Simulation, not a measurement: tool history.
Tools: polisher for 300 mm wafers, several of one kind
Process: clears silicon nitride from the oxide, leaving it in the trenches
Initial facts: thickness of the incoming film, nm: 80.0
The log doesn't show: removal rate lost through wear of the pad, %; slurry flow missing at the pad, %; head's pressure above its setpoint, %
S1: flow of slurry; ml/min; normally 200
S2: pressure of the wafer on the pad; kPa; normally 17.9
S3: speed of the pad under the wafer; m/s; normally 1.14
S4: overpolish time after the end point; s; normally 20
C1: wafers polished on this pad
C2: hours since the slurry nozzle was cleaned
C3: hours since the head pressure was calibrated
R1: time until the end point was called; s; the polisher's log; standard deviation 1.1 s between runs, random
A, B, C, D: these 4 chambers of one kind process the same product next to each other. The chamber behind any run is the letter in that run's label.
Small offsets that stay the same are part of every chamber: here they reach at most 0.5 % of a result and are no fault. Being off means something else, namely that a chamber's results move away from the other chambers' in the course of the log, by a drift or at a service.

run   hour   S1    S2    S3  S4    C1     C2      C3      R1
 1A    3.6  200  17.9  1.14  20   278    162     161   77.44
 2D    5.5  200  17.9  1.14  20  1081  588.2   243.1  76.693
         6  -- chamber B: worn pad replaced by a new one
       6.5  -- chamber D: worn pad replaced by a new one
 3C    9.2  200  17.9  1.14  20   538     74  1134.3  76.104
      11.1  -- chamber B: slurry nozzle cleaned
 4B   13.6  200  17.9  1.14  20    77    2.6    48.3   76.05
 5C   16.2  200  17.9  1.14  20   608     81  1141.3  74.102
 6A   20.3  200  20.7  1.14  16   446  178.7   177.7  64.518
 7B   23.3  200  20.7  1.14  16   174   12.3      58  66.385
 8D   26.5  200  20.7  1.14  16   201  609.2   264.1  65.036
 9D   29.3  200  20.7  1.14  16   229    612   266.9  66.415
10B   33.2  200  17.9  1.14  20   274   22.2    67.9  75.609
11A   35.3  200  17.9  1.14  20   596  193.7   192.7  75.273
12C   37.8  200  17.9  1.14  20   825  102.6  1162.9  76.447
13B   41.3  200  17.9  1.14  20   355   30.3      76  77.241
14A   44.1  200  17.9   0.9  20   685  202.5   201.5   98.07
15C   48.2  200  17.9   0.9  20   930    113  1173.3  96.606
16D   51.4  200  17.9   0.9  20   451  634.1     289  95.088
17A   53.8  200  17.9   0.9  20   782  212.2   211.2  96.135
      57.3  -- chamber A: worn pad replaced by a new one
18B   57.6  200  17.9  1.14  20   519   46.6    92.3  75.097
19C   61.2  200  17.9  1.14  31  1060    126  1186.3  75.934
20D   63.6  200  17.9  1.14  31   574  646.3   301.2  75.381
21D   65.7  200  17.9  1.14  31   595  648.4   303.3  77.671
22B   69.3  200  17.9  1.14  31   636   58.3     104  75.745
      72.4  -- chamber B: worn pad replaced by a new one
23C   73.1  200  17.9  1.14  20  1180  137.9  1198.2  75.681
24A   77.3  200  17.9  1.14  20   201  235.7   234.7  74.843
25D   80.3  200  17.9  1.14  20   742    663   317.9  76.829
26A   82.3  200  17.9  1.14  20   251  240.7   239.7  75.622
27C   84.8  150  17.9  1.14  31  1297  149.6  1209.9    78.7
      87.8  -- chamber D: slurry nozzle cleaned
28B   87.8  150  17.9  1.14  31   154   76.8   122.5  81.777
29A   91.5  150  17.9  1.14  31   343  249.9   248.9   80.16
30D   94.5  150  17.9  1.14  31   884    6.8   332.1  78.342
      96.5  -- chamber C: worn pad replaced by a new one
31C   98.2  200  17.9  1.14  20    17    163  1223.3  77.605
32B  102.3  200  17.9  1.14  20   300   91.3     137  77.334
33A  105.3  200  17.9  1.14  20   482  263.7   262.7  78.182

Is one chamber off against the others, does the gauge drift, or is nothing wrong? If a chamber is off, say which, and what the likeliest cause is.

All chambers stay in line apart from their small fixed offsets, and the gauge does not drift.

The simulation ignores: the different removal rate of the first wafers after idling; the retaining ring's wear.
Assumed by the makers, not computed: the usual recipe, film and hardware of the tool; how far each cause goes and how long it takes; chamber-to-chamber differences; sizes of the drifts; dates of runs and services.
